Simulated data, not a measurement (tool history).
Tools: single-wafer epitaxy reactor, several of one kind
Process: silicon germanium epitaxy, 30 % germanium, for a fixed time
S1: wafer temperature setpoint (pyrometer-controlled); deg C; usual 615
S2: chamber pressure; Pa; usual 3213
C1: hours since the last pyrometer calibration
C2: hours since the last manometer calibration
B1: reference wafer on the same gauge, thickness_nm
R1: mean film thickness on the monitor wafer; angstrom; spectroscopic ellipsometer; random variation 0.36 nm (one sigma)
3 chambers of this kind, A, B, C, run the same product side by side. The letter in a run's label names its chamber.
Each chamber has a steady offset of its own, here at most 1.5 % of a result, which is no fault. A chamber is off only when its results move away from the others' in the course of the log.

run   hour   S1    S2      C1      C2      B1       R1
 1B    6.9  615  3213   923.7  2301.3  77.603   838.17
 2C   13.6  615  3213  1985.9   427.4  77.641   829.37
 3A   21.7  615  3213    41.9   807.4  77.575   823.86
 4A   29.8  615  3213    50.0   815.5  77.547   820.69
 5C   34.2  615  3213  2006.5   448.0  77.612   829.90
 6B   39.6  615  3213   956.4  2334.0  77.592   831.67
 7A   47.2  615  3213    67.4   832.9  77.589   821.11
 8C   52.0  615  3213  2024.3   465.8  77.666   828.49
 9B   59.2  615  3213   976.0  2353.6  77.687   834.17
10C   66.0  615  3213  2038.3   479.8  77.632   829.31
11B   70.0  607  2426   986.8  2364.4  77.580   648.66
12A   74.4  607  2426    94.6   860.1  77.536   637.93
13A   80.7  607  2426   100.9   866.4  77.656   635.61
      84.6  -- chamber C: pyrometer calibrated
14C   88.9  615  3213     4.4   502.7  77.607   830.00
15B   94.7  610  3773  1011.5  2389.1  77.635   815.06
16A  101.3  610  3773   121.5   887.0  77.593   798.27
17C  107.5  610  3773    23.0   521.3  77.608   799.55
18B  113.9  615  3213  1030.7  2408.3  77.657   833.93
19C  119.0  615  3213    34.5   532.8  77.557   834.02
20B  126.6  627  3533  1043.4  2421.0  77.562  1071.30
21A  134.2  627  3533   154.4   919.9  77.496  1050.70
22C  139.8  627  3533    55.3   553.6  77.557  1062.80
23B  145.2  615  3213  1062.0  2439.6  77.547   836.54
24A  149.3  615  3213   169.5   935.0  77.573   829.29
25A  154.8  615  3213   175.0   940.5  77.610   826.67
26C  162.0  615  3213    77.5   575.8  77.659   830.85
27B  169.2  615  3213  1086.0  2463.6  77.570   838.46
28C  177.1  602  3560    92.6   590.9  77.520   682.82
29B  185.3  602  3560  1102.1  2479.7  77.560   684.72
30A  193.5  602  3560   213.7   979.2  77.625   678.75
31B  198.2  615  3213  1115.0  2492.6  77.595   830.51
32A  201.8  615  3213   222.0   987.5  77.683   821.29
33C  206.9  615  3213   122.4   620.7  77.610   828.23

All 3 chambers run these settings next. Forecast each chamber's results:
34A  212.9  625  3213               ?
34B  212.9  625  3213               ?
34C  212.9  625  3213               ?

run      R1
34A  988.92
34B  991.64
34C  988.78
